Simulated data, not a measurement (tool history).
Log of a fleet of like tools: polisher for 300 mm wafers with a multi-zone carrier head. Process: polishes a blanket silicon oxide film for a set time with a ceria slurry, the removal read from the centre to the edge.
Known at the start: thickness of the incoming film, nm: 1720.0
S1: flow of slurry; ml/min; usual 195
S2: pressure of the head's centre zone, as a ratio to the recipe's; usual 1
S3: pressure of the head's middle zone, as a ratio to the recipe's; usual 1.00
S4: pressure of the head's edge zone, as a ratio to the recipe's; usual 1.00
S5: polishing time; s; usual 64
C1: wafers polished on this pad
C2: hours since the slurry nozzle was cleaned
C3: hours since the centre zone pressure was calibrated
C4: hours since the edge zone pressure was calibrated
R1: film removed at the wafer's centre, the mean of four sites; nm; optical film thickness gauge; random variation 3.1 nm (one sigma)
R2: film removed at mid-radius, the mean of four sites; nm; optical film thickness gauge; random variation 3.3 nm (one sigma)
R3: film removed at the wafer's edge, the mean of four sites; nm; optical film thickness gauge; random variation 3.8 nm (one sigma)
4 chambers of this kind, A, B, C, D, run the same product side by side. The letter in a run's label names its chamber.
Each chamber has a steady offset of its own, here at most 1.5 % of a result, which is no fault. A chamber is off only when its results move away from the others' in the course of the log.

run   hour   S1  S2    S3    S4  S5    C1     C2      C3     C4      R1      R2      R3
       8.1  -- chamber B: worn pad replaced by a new one
 1A    8.7  195   1  1.00  1.00  64   662  266.0    24.8  533.0  314.01  312.65  315.73
 2B   13.8  195   1  1.00  1.00  64    40  238.7   608.5  537.4  320.05  318.86  311.71
      14.4  -- chamber A: edge zone pressure recalibrated
 3D   20.5  195   1  1.00  1.00  64  1227  147.7   786.1  115.9  313.24  320.95  328.29
 4C   27.0  195   1  1.00  1.00  64   402  530.5  1425.1  199.6  314.09  317.56  312.91
 5D   34.3  195   1  1.00  1.06  77  1325  161.5   799.9  129.7  380.45  385.11  392.15
 6C   41.1  195   1  1.00  1.06  77   502  544.6  1439.2  213.7  378.71  383.08  398.76
      41.9  -- chamber D: worn pad replaced by a new one
 7B   47.7  195   1  1.00  1.06  77   282  272.6   642.4  571.3  393.73  382.80  395.09
      51.5  -- chamber C: worn pad replaced by a new one
 8A   54.9  195   1  1.00  1.06  77   991  312.2    71.0   40.5  383.93  388.09  387.74
 9B   62.5  195   1  1.00  1.00  64   387  287.4   657.2  586.1  324.50  320.47  321.96
10C   67.6  195   1  1.00  1.00  64   114  571.1  1465.7  240.2  317.58  311.60  309.77
11D   74.1  195   1  1.00  1.00  64   229  201.3   839.7  169.5  321.34  319.81  316.10
12A   79.2  195   1  1.00  1.00  64  1164  336.5    95.3   64.8  317.97  316.04  311.97
13A   84.3  195   1  1.00  1.00  64  1200  341.6   100.4   69.9  326.40  322.08  330.48
14C   90.0  230   1  1.00  1.00  64   274  593.5  1488.1  262.6  324.74  327.43  322.33
15B   99.0  230   1  1.00  1.00  64   647  323.9   693.7  622.6  338.48  327.11  323.19
     102.7  -- chamber A: worn pad replaced by a new one
16D  108.0  230   1  1.00  1.00  64   471  235.2   873.6  203.4  323.59  332.63  334.19
17B  117.3  230   1  1.00  1.00  64   777  342.2   712.0  640.9  346.49  327.64  317.16
18C  124.5  195   1  1.00  1.00  64   519  628.0  1522.6  297.1  317.08  317.56  326.00
     132.0  -- chamber B: edge zone pressure recalibrated
19A  132.5  195   1  1.04  1.00  64   212  389.8   148.6  118.1  319.50  324.89  324.74
20D  137.9  195   1  1.04  1.00  64   683  265.1   903.5  233.3  315.05  336.77  321.48
     140.8  -- chamber C: worn pad replaced by a new one
21C  142.9  195   1  1.04  1.00  64    14  646.4  1541.0  315.5  316.48  329.64  316.44
22A  148.2  195   1  1.04  1.00  64   324  405.5   164.3  133.8  316.97  326.66  320.69
     150.4  -- chamber C: edge zone pressure recalibrated
23B  157.9  195   1  1.00  1.00  64  1067  382.8   752.6   25.9  345.31  322.26  317.31
     158.9  -- chamber C: slurry nozzle cleaned
24D  165.2  195   1  0.90  1.00  64   878  292.4   930.8  260.6  320.43  293.81  314.49
     167.0  -- chamber B: worn pad replaced by a new one
25A  172.6  195   1  0.90  1.00  64   497  429.9   188.7  158.2  315.11  289.71  315.57
26B  182.1  195   1  0.90  1.00  64   107  407.0   776.8   50.1  349.14  285.56  317.42
     189.7  -- chamber D: slurry nozzle cleaned
27C  190.6  195   1  0.90  1.00  64   354   31.8  1588.7   40.2  312.12  290.79  314.92
     196.8  -- chamber D: worn pad replaced by a new one
28D  198.0  195   1  1.00  1.00  64     8    8.3   963.6  293.4  320.96  314.19  317.07
     198.6  -- chamber C: centre zone pressure recalibrated
29C  206.8  195   1  1.00  1.00  64   470   48.0     8.3   56.4  322.98  320.79  321.13
30A  216.5  195   1  1.00  1.00  64   810  473.8   232.6  202.1  315.34  317.38  318.01
31B  225.5  195   1  1.00  1.00  64   416  450.4   820.2   93.5  356.21  314.49  319.06
32D  230.5  195   1  1.00  1.00  64   240   40.8   996.1  325.9  317.52  324.00  323.68
33B  235.7  195   1  1.00  1.00  64   489  460.6   830.4  103.7  348.76  317.70  319.79

What goes on in this fleet: one chamber off, a drifting gauge, or nothing beyond the chambers' own small offsets? Name the chamber and the cause, if any.

Chamber B drifts away from the others.
Cause: centre zone's pressure above its setpoint, % = 11.4.

Here are 4 candidates for chamber B's next run, each the usual settings with a change, their results left as question marks. Which one brings its results back in line with what the others give on the usual settings?
In line means no further than this from the other chambers' mean on the usual settings: R1 11.00 nm; R2 12.00 nm; R3 13.00 nm
34B-1  243.0  185  0.85  1.03  1.06  63                   ?   ?   ?
34B-2  243.0  185  0.90  1.02  1.03  64                   ?   ?   ?
34B-3  243.0  210  1.16  0.97  0.94  65                   ?   ?   ?
34B-4  243.0  205  1.10  0.98  0.96  65                   ?   ?   ?

The other chambers' mean on the usual settings: R1 317.92 nm; R2 318.37 nm; R3 320.74 nm
  run      R1      R2      R3
34B-1  293.42  318.16  321.96
34B-2  317.02  320.20  322.14
34B-3  430.93  315.74  316.56
34B-4  405.82  317.80  319.14
34B-2 brings the chamber back in line.

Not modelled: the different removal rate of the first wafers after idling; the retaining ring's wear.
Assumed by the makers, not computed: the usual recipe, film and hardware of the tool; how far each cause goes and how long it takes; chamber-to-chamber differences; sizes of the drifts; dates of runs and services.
